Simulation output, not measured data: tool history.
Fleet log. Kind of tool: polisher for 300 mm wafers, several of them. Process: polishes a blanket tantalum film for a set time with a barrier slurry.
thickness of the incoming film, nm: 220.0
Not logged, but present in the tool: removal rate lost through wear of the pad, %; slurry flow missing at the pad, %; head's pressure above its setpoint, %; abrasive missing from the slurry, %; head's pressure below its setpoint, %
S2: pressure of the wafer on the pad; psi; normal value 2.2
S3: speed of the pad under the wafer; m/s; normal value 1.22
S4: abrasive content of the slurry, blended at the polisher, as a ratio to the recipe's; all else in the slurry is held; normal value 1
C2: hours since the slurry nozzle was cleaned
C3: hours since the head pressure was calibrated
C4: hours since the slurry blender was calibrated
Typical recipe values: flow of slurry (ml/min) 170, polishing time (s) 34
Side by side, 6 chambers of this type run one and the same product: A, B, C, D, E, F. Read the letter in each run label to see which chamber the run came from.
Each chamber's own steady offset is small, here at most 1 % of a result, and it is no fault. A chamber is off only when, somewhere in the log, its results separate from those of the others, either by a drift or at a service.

{"hour": 7.9, "done": "chamber D: slurry blender recalibrated"}
{"run": "1B", "hour": 10.7, "flow of slurry (ml/min)": 170, "S2": 2.2, "S3": 1.22, "S4": 1, "polishing time (s)": 34, "wafers polished on this pad": 560, "C2": 38.8, "C3": 1081, "C4": 377.9, "film removed (nm)": 84.994}
{"run": "2C", "hour": 18.5, "flow of slurry (ml/min)": 170, "S2": 2.2, "S3": 1.22, "S4": 1, "polishing time (s)": 34, "wafers polished on this pad": 453, "C2": 92.2, "C3": 556, "C4": 117.2, "film removed (nm)": 83.905}
{"hour": 26.3, "done": "chamber A: worn pad replaced by a new one"}
{"hour": 26.8, "done": "chamber F: slurry blender recalibrated"}
{"run": "3E", "hour": 28.1, "flow of slurry (ml/min)": 170, "S2": 2.2, "S3": 1.22, "S4": 1, "polishing time (s)": 34, "wafers polished on this pad": 356, "C2": 347.6, "C3": 1012.9, "C4": 50.2, "film removed (nm)": 83.435}
{"run": "4A", "hour": 39.9, "flow of slurry (ml/min)": 170, "S2": 2.2, "S3": 1.22, "S4": 1, "polishing time (s)": 34, "wafers polished on this pad": 123, "C2": 152.8, "C3": 544.1, "C4": 175.8, "film removed (nm)": 85.253}
{"hour": 41.1, "done": "chamber A: head pressure recalibrated"}
{"hour": 47.0, "done": "chamber B: worn pad replaced by a new one"}
{"run": "5F", "hour": 49.0, "flow of slurry (ml/min)": 170, "S2": 2.2, "S3": 1.22, "S4": 1, "polishing time (s)": 34, "wafers polished on this pad": 537, "C2": 259.8, "C3": 109.1, "C4": 22.3, "film removed (nm)": 85.239}
{"run": "6D", "hour": 55.9, "flow of slurry (ml/min)": 170, "S2": 2.2, "S3": 1.22, "S4": 1, "polishing time (s)": 34, "wafers polished on this pad": 516, "C2": 293.7, "C3": 247.4, "C4": 48, "film removed (nm)": 83.96}
{"run": "7C", "hour": 63.4, "flow of slurry (ml/min)": 170, "S2": 2.2, "S3": 1.22, "S4": 1, "polishing time (s)": 34, "wafers polished on this pad": 859, "C2": 137.1, "C3": 600.9, "C4": 162.1, "film removed (nm)": 84.782}
{"run": "8A", "hour": 69.6, "flow of slurry (ml/min)": 170, "S2": 2.2, "S3": 1.22, "S4": 1, "polishing time (s)": 34, "wafers polished on this pad": 392, "C2": 182.5, "C3": 28.6, "C4": 205.5, "film removed (nm)": 84.228}
{"run": "9F", "hour": 79.1, "flow of slurry (ml/min)": 170, "S2": 2.2, "S3": 1.22, "S4": 1, "polishing time (s)": 34, "wafers polished on this pad": 809, "C2": 289.9, "C3": 139.2, "C4": 52.4, "film removed (nm)": 84.038}
{"hour": 91.7, "done": "chamber F: worn pad replaced by a new one"}
{"run": "10E", "hour": 92.6, "flow of slurry (ml/min)": 170, "S2": 2.2, "S3": 1.22, "S4": 1, "polishing time (s)": 34, "wafers polished on this pad": 939, "C2": 412.1, "C3": 1077.4, "C4": 114.7, "film removed (nm)": 84.607}
{"run": "11D", "hour": 100.0, "flow of slurry (ml/min)": 170, "S2": 2.2, "S3": 1.22, "S4": 1, "polishing time (s)": 34, "wafers polished on this pad": 915, "C2": 337.8, "C3": 291.5, "C4": 92.1, "film removed (nm)": 83.81}
{"hour": 106.6, "done": "chamber E: slurry blender recalibrated"}
{"hour": 107.3, "done": "chamber A: slurry nozzle cleaned"}
{"hour": 108.8, "done": "chamber B: slurry blender recalibrated"}
{"run": "12B", "hour": 112.8, "flow of slurry (ml/min)": 170, "S2": 2.2, "S3": 1.22, "S4": 1, "polishing time (s)": 34, "wafers polished on this pad": 595, "C2": 140.9, "C3": 1183.1, "C4": 4.1, "film removed (nm)": 84.222}
{"hour": 116.4, "done": "chamber D: worn pad replaced by a new one"}
{"hour": 117.6, "done": "chamber E: slurry nozzle cleaned"}
{"run": "13F", "hour": 126.5, "flow of slurry (ml/min)": 170, "S2": 2.2, "S3": 1.22, "S4": 1, "polishing time (s)": 34, "wafers polished on this pad": 315, "C2": 337.3, "C3": 186.6, "C4": 99.8, "film removed (nm)": 84.212}
{"hour": 129.5, "done": "chamber E: worn pad replaced by a new one"}
{"run": "14A", "hour": 138.2, "flow of slurry (ml/min)": 170, "S2": 2.2, "S3": 1.22, "S4": 1, "polishing time (s)": 34, "wafers polished on this pad": 1012, "C2": 31, "C3": 97.2, "C4": 274.1, "film removed (nm)": 84.699}
{"hour": 148.6, "done": "chamber B: worn pad replaced by a new one"}
{"run": "15E", "hour": 151.2, "flow of slurry (ml/min)": 170, "S2": 2.2, "S3": 1.22, "S4": 1, "polishing time (s)": 34, "wafers polished on this pad": 196, "C2": 33.6, "C3": 1136, "C4": 44.7, "film removed (nm)": 83.067}
{"hour": 153.8, "done": "chamber C: worn pad replaced by a new one"}
{"hour": 154.1, "done": "chamber F: slurry blender recalibrated"}
{"hour": 159.8, "done": "chamber E: head pressure recalibrated"}
{"run": "16B", "hour": 163.8, "flow of slurry (ml/min)": 170, "S2": 2.2, "S3": 1.22, "S4": 1, "polishing time (s)": 34, "wafers polished on this pad": 137, "C2": 191.9, "C3": 1234.1, "C4": 55.1, "film removed (nm)": 85.393}
{"run": "17C", "hour": 171.7, "flow of slurry (ml/min)": 170, "S2": 2.2, "S3": 1.22, "S4": 1, "polishing time (s)": 34, "wafers polished on this pad": 162, "C2": 245.4, "C3": 709.2, "C4": 270.4, "film removed (nm)": 83.457}
{"hour": 172.5, "done": "chamber F: worn pad replaced by a new one"}
{"hour": 182.6, "done": "chamber A: worn pad replaced by a new one"}
{"run": "18D", "hour": 182.6, "flow of slurry (ml/min)": 170, "S2": 2.2, "S3": 1.22, "S4": 1, "polishing time (s)": 34, "wafers polished on this pad": 599, "C2": 420.4, "C3": 374.1, "C4": 174.7, "film removed (nm)": 84.354}
{"run": "19C", "hour": 195.4, "flow of slurry (ml/min)": 170, "S2": 2.2, "S3": 1.22, "S4": 1, "polishing time (s)": 34, "wafers polished on this pad": 376, "C2": 269.1, "C3": 732.9, "C4": 294.1, "film removed (nm)": 83.012}
{"run": "20D", "hour": 202.5, "flow of slurry (ml/min)": 170, "S2": 2.2, "S3": 1.22, "S4": 1, "polishing time (s)": 34, "wafers polished on this pad": 779, "C2": 440.3, "C3": 394, "C4": 194.6, "film removed (nm)": 84.372}
{"hour": 210.5, "done": "chamber A: slurry blender recalibrated"}
{"run": "21E", "hour": 214.5, "flow of slurry (ml/min)": 170, "S2": 2.2, "S3": 1.22, "S4": 1, "polishing time (s)": 34, "wafers polished on this pad": 769, "C2": 96.9, "C3": 54.7, "C4": 108, "film removed (nm)": 77.068}
{"run": "22B", "hour": 221.8, "flow of slurry (ml/min)": 170, "S2": 2.2, "S3": 1.22, "S4": 1, "polishing time (s)": 34, "wafers polished on this pad": 662, "C2": 249.9, "C3": 1292.1, "C4": 113.1, "film removed (nm)": 83.889}
{"hour": 230.5, "done": "chamber C: slurry blender recalibrated"}
{"run": "23A", "hour": 234.3, "flow of slurry (ml/min)": 170, "S2": 2.2, "S3": 1.22, "S4": 1, "polishing time (s)": 34, "wafers polished on this pad": 468, "C2": 127.1, "C3": 193.3, "C4": 23.9, "film removed (nm)": 85.182}
{"hour": 235.3, "done": "chamber D: worn pad replaced by a new one"}
{"hour": 236.0, "done": "chamber E: slurry blender recalibrated"}
{"run": "24F", "hour": 241.3, "flow of slurry (ml/min)": 170, "S2": 2.2, "S3": 1.22, "S4": 1, "polishing time (s)": 34, "wafers polished on this pad": 622, "C2": 452.1, "C3": 301.4, "C4": 87.2, "film removed (nm)": 82.973}
{"hour": 248.0, "done": "chamber B: worn pad replaced by a new one"}
{"hour": 249.2, "done": "chamber E: worn pad replaced by a new one"}
{"run": "25C", "hour": 249.7, "flow of slurry (ml/min)": 170, "S2": 2.2, "S3": 1.22, "S4": 1, "polishing time (s)": 34, "wafers polished on this pad": 867, "C2": 323.4, "C3": 787.2, "C4": 19.2, "film removed (nm)": 82.783}
{"hour": 257.6, "done": "chamber F: worn pad replaced by a new one"}
{"run": "26E", "hour": 259.3, "flow of slurry (ml/min)": 190, "S2": 2.2, "S3": 1.22, "S4": 1, "polishing time (s)": 27, "wafers polished on this pad": 91, "C2": 141.7, "C3": 99.5, "C4": 23.4, "film removed (nm)": 62.062}
{"run": "27B", "hour": 269.3, "flow of slurry (ml/min)": 190, "S2": 2.2, "S3": 1.22, "S4": 1, "polishing time (s)": 27, "wafers polished on this pad": 193, "C2": 297.4, "C3": 1339.6, "C4": 160.6, "film removed (nm)": 67.465}
{"hour": 278.7, "done": "chamber D: head pressure recalibrated"}
{"run": "28F", "hour": 279.5, "flow of slurry (ml/min)": 190, "S2": 2.2, "S3": 1.22, "S4": 1, "polishing time (s)": 27, "wafers polished on this pad": 198, "C2": 490.3, "C3": 339.6, "C4": 125.4, "film removed (nm)": 67.988}
{"hour": 289.1, "done": "chamber C: slurry nozzle cleaned"}
{"hour": 290.5, "done": "chamber F: slurry blender recalibrated"}
{"run": "29D", "hour": 292.3, "flow of slurry (ml/min)": 190, "S2": 2.2, "S3": 1.22, "S4": 1, "polishing time (s)": 27, "wafers polished on this pad": 516, "C2": 530.1, "C3": 13.7, "C4": 284.4, "film removed (nm)": 67.633}
{"run": "30A", "hour": 299.1, "flow of slurry (ml/min)": 190, "S2": 2.2, "S3": 1.22, "S4": 1, "polishing time (s)": 27, "wafers polished on this pad": 1054, "C2": 191.9, "C3": 258.1, "C4": 88.7, "film removed (nm)": 68.617}
{"hour": 303.1, "done": "chamber C: worn pad replaced by a new one"}
{"run": "31A", "hour": 305.8, "flow of slurry (ml/min)": 190, "S2": 2.2, "S3": 1.22, "S4": 1, "polishing time (s)": 27, "wafers polished on this pad": 1114, "C2": 198.6, "C3": 264.8, "C4": 95.4, "film removed (nm)": 67.504}
{"run": "32B", "hour": 312.3, "flow of slurry (ml/min)": 170, "S2": 2.2, "S3": 1.22, "S4": 1, "polishing time (s)": 34, "wafers polished on this pad": 582, "C2": 340.4, "C3": 1382.6, "C4": 203.6, "film removed (nm)": 84.273}
{"run": "33C", "hour": 320.4, "flow of slurry (ml/min)": 170, "S2": 2.2, "S3": 1.22, "S4": 1, "polishing time (s)": 34, "wafers polished on this pad": 156, "C2": 31.3, "C3": 857.9, "C4": 89.9, "film removed (nm)": 85.108}
{"hour": 324.1, "done": "chamber A: worn pad replaced by a new one"}
{"run": "34E", "hour": 328.1, "flow of slurry (ml/min)": 170, "S2": 2.2, "S3": 1.22, "S4": 1, "polishing time (s)": 34, "wafers polished on this pad": 713, "C2": 210.5, "C3": 168.3, "C4": 92.2, "film removed (nm)": 76.63}
{"hour": 329.0, "done": "chamber B: worn pad replaced by a new one"}
{"run": "35D", "hour": 337.7, "flow of slurry (ml/min)": 170, "S2": 2.2, "S3": 1.22, "S4": 1, "polishing time (s)": 34, "wafers polished on this pad": 926, "C2": 575.5, "C3": 59.1, "C4": 329.8, "film removed (nm)": 83.795}
{"hour": 344.6, "done": "chamber D: worn pad replaced by a new one"}
{"run": "36F", "hour": 346.6, "flow of slurry (ml/min)": 170, "S2": 2.2, "S3": 1.22, "S4": 1, "polishing time (s)": 34, "wafers polished on this pad": 804, "C2": 557.4, "C3": 406.7, "C4": 56.1, "film removed (nm)": 85.24}
{"hour": 349.8, "done": "chamber F: worn pad replaced by a new one"}
{"run": "37C", "hour": 353.8, "flow of slurry (ml/min)": 170, "S2": 2.2, "S3": 1.22, "S4": 1, "polishing time (s)": 34, "wafers polished on this pad": 458, "C2": 64.7, "C3": 891.3, "C4": 123.3, "film removed (nm)": 83.459}
{"run": "38A", "hour": 361.7, "flow of slurry (ml/min)": 170, "S2": 2.2, "S3": 1.22, "S4": 1, "polishing time (s)": 34, "wafers polished on this pad": 340, "C2": 254.5, "C3": 320.7, "C4": 151.3, "film removed (nm)": 84.876}
{"hour": 362.0, "done": "chamber E: worn pad replaced by a new one"}
{"run": "39D", "hour": 372.1, "flow of slurry (ml/min)": 170, "S2": 2.2, "S3": 1.22, "S4": 1, "polishing time (s)": 34, "wafers polished on this pad": 249, "C2": 609.9, "C3": 93.5, "C4": 364.2, "film removed (nm)": 83.616}
{"run": "40B", "hour": 381.9, "flow of slurry (ml/min)": 170, "S2": 2.2, "S3": 1.22, "S4": 1, "polishing time (s)": 34, "wafers polished on this pad": 478, "C2": 410, "C3": 1452.2, "C4": 273.2, "film removed (nm)": 84.299}
{"hour": 389.4, "done": "chamber E: slurry blender recalibrated"}
{"run": "41F", "hour": 395.7, "flow of slurry (ml/min)": 170, "S2": 2.5, "S3": 1.22, "S4": 1, "polishing time (s)": 26, "wafers polished on this pad": 415, "C2": 606.5, "C3": 455.8, "C4": 105.2, "film removed (nm)": 72.595}
{"run": "42E", "hour": 406.0, "flow of slurry (ml/min)": 170, "S2": 2.5, "S3": 1.22, "S4": 1, "polishing time (s)": 26, "wafers polished on this pad": 398, "C2": 288.4, "C3": 246.2, "C4": 16.7, "film removed (nm)": 67.781}

For the next run the whole fleet of 6 chambers uses the same settings. Give each chamber's results:
{"run": "43A", "hour": 415.9, "flow of slurry (ml/min)": 170, "S2": 2.2, "S3": 1.22, "S4": 1, "polishing time (s)": 34, "film removed (nm)": "?"}
{"run": "43B", "hour": 415.9, "flow of slurry (ml/min)": 170, "S2": 2.2, "S3": 1.22, "S4": 1, "polishing time (s)": 34, "film removed (nm)": "?"}
{"run": "43C", "hour": 415.9, "flow of slurry (ml/min)": 170, "S2": 2.2, "S3": 1.22, "S4": 1, "polishing time (s)": 34, "film removed (nm)": "?"}
{"run": "43D", "hour": 415.9, "flow of slurry (ml/min)": 170, "S2": 2.2, "S3": 1.22, "S4": 1, "polishing time (s)": 34, "film removed (nm)": "?"}
{"run": "43E", "hour": 415.9, "flow of slurry (ml/min)": 170, "S2": 2.2, "S3": 1.22, "S4": 1, "polishing time (s)": 34, "film removed (nm)": "?"}
{"run": "43F", "hour": 415.9, "flow of slurry (ml/min)": 170, "S2": 2.2, "S3": 1.22, "S4": 1, "polishing time (s)": 34, "film removed (nm)": "?"}

run=43A film_removed_(nm)=85.59
run=43B film_removed_(nm)=84.024
run=43C film_removed_(nm)=83.902
run=43D film_removed_(nm)=84.058
run=43E film_removed_(nm)=77.731
run=43F film_removed_(nm)=84.402
